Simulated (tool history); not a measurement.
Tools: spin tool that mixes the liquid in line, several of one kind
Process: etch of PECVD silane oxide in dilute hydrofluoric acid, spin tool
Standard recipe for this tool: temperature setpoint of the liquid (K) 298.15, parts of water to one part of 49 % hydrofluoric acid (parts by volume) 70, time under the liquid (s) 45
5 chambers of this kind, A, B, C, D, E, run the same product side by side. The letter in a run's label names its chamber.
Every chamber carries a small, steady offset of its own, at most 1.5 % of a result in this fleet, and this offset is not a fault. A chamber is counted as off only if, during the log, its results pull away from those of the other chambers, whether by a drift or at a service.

run    day  temperature setpoint of the liquid (K)  parts of water to one part of 49 % hydrofluoric acid (parts by volume)  time under the liquid (s)  hours since the thermometer was replaced  hours since the hydrofluoric acid flow meter was replaced  read-back film thickness of the PECVD silane oxide reference wafer, read on the same gauge (nm)  thickness taken off the PECVD silane oxide on a monitor wafer (Å)
     0.154  -- chamber E: thermometer replaced
 1C  0.183                                  298.15                                                                      70                         45                                     156.8                                                     1314.5                                                                                           70.013                                                             195.26
 2B  0.292                                  298.15                                                                      70                         45                                     376.2                                                      791.5                                                                                           69.986                                                             198.07
 3E  0.408                                  298.15                                                                      70                         45                                       6.2                                                      348.1                                                                                           70.007                                                             198.28
 4D  0.525                                  298.15                                                                      70                         45                                    1153.9                                                      401.6                                                                                           69.999                                                             201.94
 5A  0.671                                  298.15                                                                      70                         45                                     174.7                                                      904.8                                                                                           69.983                                                             199.08
 6D  0.842                                  298.15                                                                      70                         45                                    1161.5                                                      409.2                                                                                           70.012                                                             201.07
 7C  0.938                                  298.15                                                                      70                         65                                     174.9                                                     1332.6                                                                                           69.989                                                             285.21
 8B  1.058                                  298.15                                                                      70                         65                                     394.6                                                      809.9                                                                                           70.001                                                             280.65
 9A  1.175                                  298.15                                                                      70                         65                                     186.8                                                      916.9                                                                                           70.011                                                             290.28
10E  1.304                                  298.15                                                                      70                         65                                      27.7                                                      369.6                                                                                           70.017                                                             289.56
11D  1.450                                  298.15                                                                      70                         65                                    1176.1                                                      423.8                                                                                           69.987                                                             291.61
     1.483  -- chamber B: hydrofluoric acid flow meter replaced
12E  1.554                                  298.15                                                                      70                         45                                      33.7                                                      375.6                                                                                           70.002                                                             197.10
13B  1.650                                  298.15                                                                      70                         45                                     408.8                                                        4.1                                                                                           70.011                                                             196.03
14C  1.742                                  298.15                                                                      70                         45                                     194.2                                                     1351.9                                                                                           69.989                                                             201.58
15A  1.917                                  298.15                                                                      70                         30                                     204.6                                                      934.7                                                                                           70.010                                                             133.91
16E  2.038                                  298.15                                                                      70                         30                                      45.3                                                      387.2                                                                                           69.989                                                             133.33
17A  2.200                                  298.15                                                                      70                         30                                     211.4                                                      941.5                                                                                           70.005                                                             132.39
18B  2.404                                  298.15                                                                      70                         30                                     426.9                                                       22.2                                                                                           69.991                                                             130.89
19D  2.575                                  298.15                                                                      70                         30                                    1203.1                                                      450.8                                                                                           70.004                                                             135.30
20C  2.779                                  298.15                                                                      70                         45                                     219.1                                                     1376.8                                                                                           69.996                                                             197.49
     2.788  -- chamber D: thermometer replaced
21C  2.988                                  298.15                                                                      70                         45                                     224.1                                                     1381.8                                                                                           70.009                                                             199.48
22E  3.142                                  298.15                                                                      70                         45                                      71.8                                                      413.7                                                                                           70.016                                                             198.69
23B  3.321                                  298.15                                                                      70                         45                                     448.9                                                       44.2                                                                                           70.025                                                             201.10
24D  3.429                                  298.15                                                                      70                         45                                      15.5                                                      471.3                                                                                           70.010                                                             203.16
25A  3.533                                  298.15                                                                      70                         45                                     243.4                                                      973.5                                                                                           69.998                                                             192.65
26E  3.729                                  298.15                                                                      95                         45                                      85.9                                                      427.8                                                                                           69.997                                                             142.32
27D  3.929                                  298.15                                                                      95                         45                                      27.5                                                      483.3                                                                                           70.002                                                             144.14
28C  4.050                                  298.15                                                                      95                         45                                     249.6                                                     1407.3                                                                                           70.001                                                             141.03
29A  4.196                                  298.15                                                                      95                         45                                     259.3                                                      989.4                                                                                           69.990                                                             134.94
30B  4.400                                  298.15                                                                      95                         45                                     474.8                                                       70.1                                                                                           69.994                                                             142.26
31A  4.583                                  298.15                                                                      70                         45                                     268.6                                                      998.7                                                                                           70.003                                                             189.23
32B  4.692                                  298.15                                                                      70                         45                                     481.8                                                       77.1                                                                                           69.969                                                             201.15
33C  4.838                                  298.15                                                                      70                         45                                     268.5                                                     1426.2                                                                                           70.007                                                             195.83
34D  4.992                                  298.15                                                                      95                         45                                      53.0                                                      508.8                                                                                           69.989                                                             141.83

Read the log: is a single chamber off, either drifting away or since a service, is the gauge that measures every chamber drifting, or is nothing wrong beyond small per-chamber offsets? Name any odd chamber and what most likely caused it.

Chamber A drifts away from the others.
Cause: hydrofluoric acid flow below the setpoint (%) = 7.07.
With only this log, it may be confused with: liquid colder than its thermometer reads (K).

Here are 4 candidates for chamber A's next run, each the usual settings with a change, their results left as question marks. Which one brings its results back in line with what the others give on the usual settings?
Counts as in line when no further than this from what the other chambers average on the usual settings: thickness taken off the PECVD silane oxide on a monitor wafer (Å) 6.00
35A-1  5.138                                  299.65                                                                      70                         45                                                                                                                                                                                                                                                                        ?
35A-2  5.138                                  296.65                                                                      70                         45                                                                                                                                                                                                                                                                        ?
35A-3  5.138                                  298.15                                                                      70                         40                                                                                                                                                                                                                                                                        ?
35A-4  5.138                                  298.65                                                                      70                         50                                                                                                                                                                                                                                                                        ?

What the other chambers average on the usual settings: thickness taken off the PECVD silane oxide on a monitor wafer (Å) 199.13
  run  thickness taken off the PECVD silane oxide on a monitor wafer (Å)
35A-1                                                             201.08
35A-2                                                             178.06
35A-3                                                             168.26
35A-4                                                             214.65
Change 35A-1 lands the chamber within the allowed miss of the other chambers.
